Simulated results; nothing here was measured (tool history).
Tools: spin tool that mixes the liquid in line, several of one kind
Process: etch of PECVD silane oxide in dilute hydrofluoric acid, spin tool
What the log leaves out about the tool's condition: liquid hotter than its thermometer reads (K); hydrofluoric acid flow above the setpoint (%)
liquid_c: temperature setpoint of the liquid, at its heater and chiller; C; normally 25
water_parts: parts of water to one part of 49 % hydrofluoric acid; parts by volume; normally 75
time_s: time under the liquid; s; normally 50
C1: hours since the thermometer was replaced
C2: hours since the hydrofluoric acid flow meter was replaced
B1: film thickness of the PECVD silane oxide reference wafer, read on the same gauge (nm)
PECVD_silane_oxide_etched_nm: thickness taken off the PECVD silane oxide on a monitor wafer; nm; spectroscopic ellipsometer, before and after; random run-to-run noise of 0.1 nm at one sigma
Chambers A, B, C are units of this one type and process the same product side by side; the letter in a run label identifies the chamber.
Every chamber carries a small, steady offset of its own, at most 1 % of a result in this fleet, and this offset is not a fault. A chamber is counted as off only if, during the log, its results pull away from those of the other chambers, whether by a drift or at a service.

run 1C hour=8.8 | liquid_c=25 water_parts=75 time_s=50 | C1=744 C2=1391.6 | B1=59.947 | PECVD_silane_oxide_etched_nm=10.663
run 2B hour=20.7 | liquid_c=25 water_parts=75 time_s=50 | C1=1903 C2=314.5 | B1=60 | PECVD_silane_oxide_etched_nm=10.898
run 3A hour=32.3 | liquid_c=25 water_parts=75 time_s=50 | C1=157.8 C2=1199.1 | B1=59.977 | PECVD_silane_oxide_etched_nm=10.635
run 4B hour=43 | liquid_c=25 water_parts=75 time_s=50 | C1=1925.3 C2=336.8 | B1=60.039 | PECVD_silane_oxide_etched_nm=10.707
run 5A hour=50.1 | liquid_c=25 water_parts=75 time_s=50 | C1=175.6 C2=1216.9 | B1=60.018 | PECVD_silane_oxide_etched_nm=10.827
run 6C hour=61.2 | liquid_c=25 water_parts=75 time_s=50 | C1=796.4 C2=1444 | B1=60.03 | PECVD_silane_oxide_etched_nm=10.93
-- hour=70.5 chamber B: thermometer replaced
run 7A hour=72.9 | liquid_c=25 water_parts=75 time_s=50 | C1=198.4 C2=1239.7 | B1=60.012 | PECVD_silane_oxide_etched_nm=10.695
run 8B hour=83 | liquid_c=25 water_parts=75 time_s=50 | C1=12.5 C2=376.8 | B1=59.997 | PECVD_silane_oxide_etched_nm=10.573
run 9C hour=91.8 | liquid_c=25 water_parts=75 time_s=50 | C1=827 C2=1474.6 | B1=60.05 | PECVD_silane_oxide_etched_nm=11.063
run 10B hour=100.3 | liquid_c=25 water_parts=75 time_s=50 | C1=29.8 C2=394.1 | B1=59.992 | PECVD_silane_oxide_etched_nm=10.623
run 11A hour=106.1 | liquid_c=25 water_parts=75 time_s=50 | C1=231.6 C2=1272.9 | B1=59.996 | PECVD_silane_oxide_etched_nm=10.645
run 12C hour=116.6 | liquid_c=25 water_parts=75 time_s=50 | C1=851.8 C2=1499.4 | B1=59.992 | PECVD_silane_oxide_etched_nm=11.06
run 13A hour=128.8 | liquid_c=25 water_parts=75 time_s=50 | C1=254.3 C2=1295.6 | B1=60.002 | PECVD_silane_oxide_etched_nm=10.863
run 14C hour=135.8 | liquid_c=25 water_parts=75 time_s=50 | C1=871 C2=1518.6 | B1=60.044 | PECVD_silane_oxide_etched_nm=11.321
run 15B hour=141.4 | liquid_c=25 water_parts=75 time_s=50 | C1=70.9 C2=435.2 | B1=59.973 | PECVD_silane_oxide_etched_nm=10.678
run 16B hour=151.5 | liquid_c=25 water_parts=75 time_s=50 | C1=81 C2=445.3 | B1=60.018 | PECVD_silane_oxide_etched_nm=10.804
run 17C hour=159.3 | liquid_c=25 water_parts=75 time_s=50 | C1=894.5 C2=1542.1 | B1=60.006 | PECVD_silane_oxide_etched_nm=11.445
run 18A hour=165.9 | liquid_c=25 water_parts=75 time_s=50 | C1=291.4 C2=1332.7 | B1=59.981 | PECVD_silane_oxide_etched_nm=10.704
run 19B hour=175.7 | liquid_c=25 water_parts=75 time_s=50 | C1=105.2 C2=469.5 | B1=59.983 | PECVD_silane_oxide_etched_nm=10.644
-- hour=179.8 chamber A: hydrofluoric acid flow meter replaced
run 20C hour=186.1 | liquid_c=25 water_parts=45 time_s=50 | C1=921.3 C2=1568.9 | B1=59.995 | PECVD_silane_oxide_etched_nm=20.013
run 21A hour=193 | liquid_c=25 water_parts=45 time_s=50 | C1=318.5 C2=13.2 | B1=59.98 | PECVD_silane_oxide_etched_nm=18.327
run 22B hour=200 | liquid_c=25 water_parts=45 time_s=50 | C1=129.5 C2=493.8 | B1=60.01 | PECVD_silane_oxide_etched_nm=18.555
run 23C hour=211.9 | liquid_c=25 water_parts=75 time_s=50 | C1=947.1 C2=1594.7 | B1=59.986 | PECVD_silane_oxide_etched_nm=11.638

Predict what each chamber gives when all 3 of them run the settings below next.
run 24A hour=220.9 | liquid_c=25 water_parts=75 time_s=50 | PECVD_silane_oxide_etched_nm=?
run 24B hour=220.9 | liquid_c=25 water_parts=75 time_s=50 | PECVD_silane_oxide_etched_nm=?
run 24C hour=220.9 | liquid_c=25 water_parts=75 time_s=50 | PECVD_silane_oxide_etched_nm=?

run=24A PECVD_silane_oxide_etched_nm=10.773
run=24B PECVD_silane_oxide_etched_nm=10.655
run=24C PECVD_silane_oxide_etched_nm=11.834
